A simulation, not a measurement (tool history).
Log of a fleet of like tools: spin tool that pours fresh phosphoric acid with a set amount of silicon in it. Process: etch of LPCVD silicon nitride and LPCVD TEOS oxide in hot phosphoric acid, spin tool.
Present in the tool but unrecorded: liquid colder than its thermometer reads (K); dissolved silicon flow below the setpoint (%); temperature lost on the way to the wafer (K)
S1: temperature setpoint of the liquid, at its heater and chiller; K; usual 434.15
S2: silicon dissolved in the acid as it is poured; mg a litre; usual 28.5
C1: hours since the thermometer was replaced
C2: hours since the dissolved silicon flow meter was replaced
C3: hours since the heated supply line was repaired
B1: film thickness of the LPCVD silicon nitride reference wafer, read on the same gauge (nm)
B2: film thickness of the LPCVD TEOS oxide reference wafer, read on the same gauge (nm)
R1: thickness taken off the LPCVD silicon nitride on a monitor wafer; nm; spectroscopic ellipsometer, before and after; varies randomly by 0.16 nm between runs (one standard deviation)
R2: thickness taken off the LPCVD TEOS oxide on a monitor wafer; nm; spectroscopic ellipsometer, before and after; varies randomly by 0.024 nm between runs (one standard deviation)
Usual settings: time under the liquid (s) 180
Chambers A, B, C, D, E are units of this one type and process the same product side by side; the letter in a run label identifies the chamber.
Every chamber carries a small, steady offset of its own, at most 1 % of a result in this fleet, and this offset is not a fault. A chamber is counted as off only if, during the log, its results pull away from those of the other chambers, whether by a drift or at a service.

{"run": "1D", "hour": 2.8, "S1": 434.15, "S2": 28.5, "time under the liquid (s)": 180, "C1": 1108.8, "C2": 193.1, "C3": 171.9, "B1": 149.99, "B2": 50.001, "R1": 15.838, "R2": 0.22634}
{"run": "2C", "hour": 6.5, "S1": 434.15, "S2": 28.5, "time under the liquid (s)": 180, "C1": 1090.8, "C2": 135.8, "C3": 267.1, "B1": 149.99, "B2": 50.018, "R1": 15.961, "R2": 0.16623}
{"run": "3A", "hour": 9.3, "S1": 434.15, "S2": 28.5, "time under the liquid (s)": 180, "C1": 357.7, "C2": 1549.4, "C3": 58.8, "B1": 149.99, "B2": 49.991, "R1": 15.549, "R2": 0.21839}
{"run": "4E", "hour": 12.4, "S1": 434.15, "S2": 28.5, "time under the liquid (s)": 180, "C1": 803.2, "C2": 1169.5, "C3": 1341.8, "B1": 150.02, "B2": 50.002, "R1": 16.035, "R2": 0.24408}
{"run": "5B", "hour": 15.8, "S1": 434.15, "S2": 28.5, "time under the liquid (s)": 180, "C1": 508.0, "C2": 749.0, "C3": 636.4, "B1": 149.97, "B2": 50.033, "R1": 16.105, "R2": 0.21662}
{"run": "6E", "hour": 19.4, "S1": 434.15, "S2": 28.5, "time under the liquid (s)": 180, "C1": 810.2, "C2": 1176.5, "C3": 1348.8, "B1": 150.02, "B2": 49.996, "R1": 15.935, "R2": 0.20554}
{"run": "7D", "hour": 23.2, "S1": 434.15, "S2": 28.5, "time under the liquid (s)": 180, "C1": 1129.2, "C2": 213.5, "C3": 192.3, "B1": 150.0, "B2": 49.969, "R1": 15.831, "R2": 0.21556}
{"run": "8B", "hour": 25.1, "S1": 434.15, "S2": 28.5, "time under the liquid (s)": 180, "C1": 517.3, "C2": 758.3, "C3": 645.7, "B1": 149.96, "B2": 49.982, "R1": 15.977, "R2": 0.18497}
{"run": "9A", "hour": 27.9, "S1": 434.15, "S2": 28.5, "time under the liquid (s)": 180, "C1": 376.3, "C2": 1568.0, "C3": 77.4, "B1": 150.01, "B2": 50.023, "R1": 15.966, "R2": 0.24469}
{"run": "10C", "hour": 30.5, "S1": 436.15, "S2": 28.5, "time under the liquid (s)": 115, "C1": 1114.8, "C2": 159.8, "C3": 291.1, "B1": 150.0, "B2": 49.985, "R1": 10.998, "R2": 0.17004}
{"run": "11A", "hour": 32.3, "S1": 436.15, "S2": 28.5, "time under the liquid (s)": 115, "C1": 380.7, "C2": 1572.4, "C3": 81.8, "B1": 149.95, "B2": 49.962, "R1": 10.838, "R2": 0.15482}
{"run": "12D", "hour": 34.5, "S1": 436.15, "S2": 28.5, "time under the liquid (s)": 115, "C1": 1140.5, "C2": 224.8, "C3": 203.6, "B1": 150.02, "B2": 50.009, "R1": 10.847, "R2": 0.18328}
{"run": "13E", "hour": 38.4, "S1": 436.15, "S2": 28.5, "time under the liquid (s)": 115, "C1": 829.2, "C2": 1195.5, "C3": 1367.8, "B1": 150.01, "B2": 50.028, "R1": 10.881, "R2": 0.17537}
{"run": "14C", "hour": 42.2, "S1": 436.15, "S2": 28.5, "time under the liquid (s)": 115, "C1": 1126.5, "C2": 171.5, "C3": 302.8, "B1": 149.97, "B2": 50.0, "R1": 10.895, "R2": 0.16282}
{"run": "15B", "hour": 46.4, "S1": 434.15, "S2": 28.5, "time under the liquid (s)": 180, "C1": 538.6, "C2": 779.6, "C3": 667.0, "B1": 150.02, "B2": 50.016, "R1": 15.776, "R2": 0.21015}
{"run": "16C", "hour": 48.6, "S1": 434.15, "S2": 28.5, "time under the liquid (s)": 180, "C1": 1132.9, "C2": 177.9, "C3": 309.2, "B1": 149.98, "B2": 49.962, "R1": 15.873, "R2": 0.22463}
{"run": "17D", "hour": 52.6, "S1": 434.15, "S2": 28.5, "time under the liquid (s)": 180, "C1": 1158.6, "C2": 242.9, "C3": 221.7, "B1": 149.96, "B2": 50.009, "R1": 15.875, "R2": 0.24271}
{"run": "18E", "hour": 56.8, "S1": 434.15, "S2": 28.5, "time under the liquid (s)": 180, "C1": 847.6, "C2": 1213.9, "C3": 1386.2, "B1": 150.0, "B2": 50.0, "R1": 16.099, "R2": 0.22336}
{"run": "19A", "hour": 61.1, "S1": 434.15, "S2": 28.5, "time under the liquid (s)": 180, "C1": 409.5, "C2": 1601.2, "C3": 110.6, "B1": 149.99, "B2": 49.997, "R1": 15.944, "R2": 0.21777}
{"run": "20B", "hour": 64.8, "S1": 434.15, "S2": 28.5, "time under the liquid (s)": 180, "C1": 557.0, "C2": 798.0, "C3": 685.4, "B1": 150.0, "B2": 49.982, "R1": 15.414, "R2": 0.19016}
{"run": "21A", "hour": 68.4, "S1": 434.15, "S2": 28.5, "time under the liquid (s)": 180, "C1": 416.8, "C2": 1608.5, "C3": 117.9, "B1": 150.02, "B2": 50.009, "R1": 16.248, "R2": 0.22068}
{"run": "22D", "hour": 72.5, "S1": 434.15, "S2": 28.5, "time under the liquid (s)": 180, "C1": 1178.5, "C2": 262.8, "C3": 241.6, "B1": 150.01, "B2": 50.036, "R1": 15.786, "R2": 0.1923}
{"run": "23C", "hour": 76.6, "S1": 434.15, "S2": 28.5, "time under the liquid (s)": 180, "C1": 1160.9, "C2": 205.9, "C3": 337.2, "B1": 150.02, "B2": 50.004, "R1": 15.953, "R2": 0.26114}
{"run": "24E", "hour": 79.9, "S1": 434.15, "S2": 28.5, "time under the liquid (s)": 180, "C1": 870.7, "C2": 1237.0, "C3": 1409.3, "B1": 150.0, "B2": 49.993, "R1": 16.414, "R2": 0.24194}
{"run": "25B", "hour": 84.1, "S1": 434.15, "S2": 28.5, "time under the liquid (s)": 180, "C1": 576.3, "C2": 817.3, "C3": 704.7, "B1": 150.03, "B2": 50.021, "R1": 15.494, "R2": 0.19746}
{"run": "26C", "hour": 86.0, "S1": 435.65, "S2": 40.0, "time under the liquid (s)": 180, "C1": 1170.3, "C2": 215.3, "C3": 346.6, "B1": 149.98, "B2": 50.006, "R1": 16.605, "R2": 0.1425}
{"run": "27E", "hour": 90.0, "S1": 435.65, "S2": 40.0, "time under the liquid (s)": 180, "C1": 880.8, "C2": 1247.1, "C3": 1419.4, "B1": 149.99, "B2": 50.022, "R1": 16.947, "R2": 0.15193}
{"run": "28B", "hour": 92.4, "S1": 435.65, "S2": 40.0, "time under the liquid (s)": 180, "C1": 584.6, "C2": 825.6, "C3": 713.0, "B1": 149.98, "B2": 49.986, "R1": 16.133, "R2": 0.12353}
{"run": "29A", "hour": 96.1, "S1": 435.65, "S2": 40.0, "time under the liquid (s)": 180, "C1": 444.5, "C2": 1636.2, "C3": 145.6, "B1": 149.99, "B2": 49.992, "R1": 16.419, "R2": 0.1334}
{"run": "30D", "hour": 98.6, "S1": 435.65, "S2": 40.0, "time under the liquid (s)": 180, "C1": 1204.6, "C2": 288.9, "C3": 267.7, "B1": 149.99, "B2": 50.02, "R1": 16.666, "R2": 0.15141}
{"run": "31C", "hour": 101.4, "S1": 434.15, "S2": 28.5, "time under the liquid (s)": 180, "C1": 1185.7, "C2": 230.7, "C3": 362.0, "B1": 150.0, "B2": 50.014, "R1": 15.931, "R2": 0.18906}
{"run": "32E", "hour": 103.3, "S1": 434.15, "S2": 28.5, "time under the liquid (s)": 180, "C1": 894.1, "C2": 1260.4, "C3": 1432.7, "B1": 150.04, "B2": 49.994, "R1": 15.914, "R2": 0.27231}
{"run": "33D", "hour": 106.4, "S1": 434.15, "S2": 28.5, "time under the liquid (s)": 180, "C1": 1212.4, "C2": 296.7, "C3": 275.5, "B1": 149.99, "B2": 50.045, "R1": 15.617, "R2": 0.18405}

Is one chamber off against the others, does the gauge drift, or is nothing wrong? If a chamber is off, say which, and what the likeliest cause is.

Chamber B drifts away from the others.
Likeliest cause: temperature lost on the way to the wafer (K) = 1.68.
The log might look much the same if the cause were instead: liquid colder than its thermometer reads (K).

Here are 4 candidates for chamber B's next run, each the usual settings with a change, their results left as question marks. Which one brings its results back in line with what the others give on the usual settings?
In line here means within this much of the mean the other chambers give on the usual settings: R1 0.540 nm; R2 0.08200 nm
{"run": "34B-1", "hour": 109.4, "S1": 434.15, "S2": 30.0, "time under the liquid (s)": 170, "R1": "?", "R2": "?"}
{"run": "34B-2", "hour": 109.4, "S1": 434.15, "S2": 32.0, "time under the liquid (s)": 160, "R1": "?", "R2": "?"}
{"run": "34B-3", "hour": 109.4, "S1": 434.15, "S2": 27.0, "time under the liquid (s)": 190, "R1": "?", "R2": "?"}
{"run": "34B-4", "hour": 109.4, "S1": 434.15, "S2": 25.0, "time under the liquid (s)": 200, "R1": "?", "R2": "?"}

Other chambers, usual settings, mean: R1 15.977 nm; R2 0.21123 nm
run=34B-1 R1=14.367 R2=0.16210
run=34B-2 R1=13.522 R2=0.14036
run=34B-3 R1=16.057 R2=0.20291
run=34B-4 R1=16.902 R2=0.22884
34B-3 puts the chamber back in line with the other chambers.

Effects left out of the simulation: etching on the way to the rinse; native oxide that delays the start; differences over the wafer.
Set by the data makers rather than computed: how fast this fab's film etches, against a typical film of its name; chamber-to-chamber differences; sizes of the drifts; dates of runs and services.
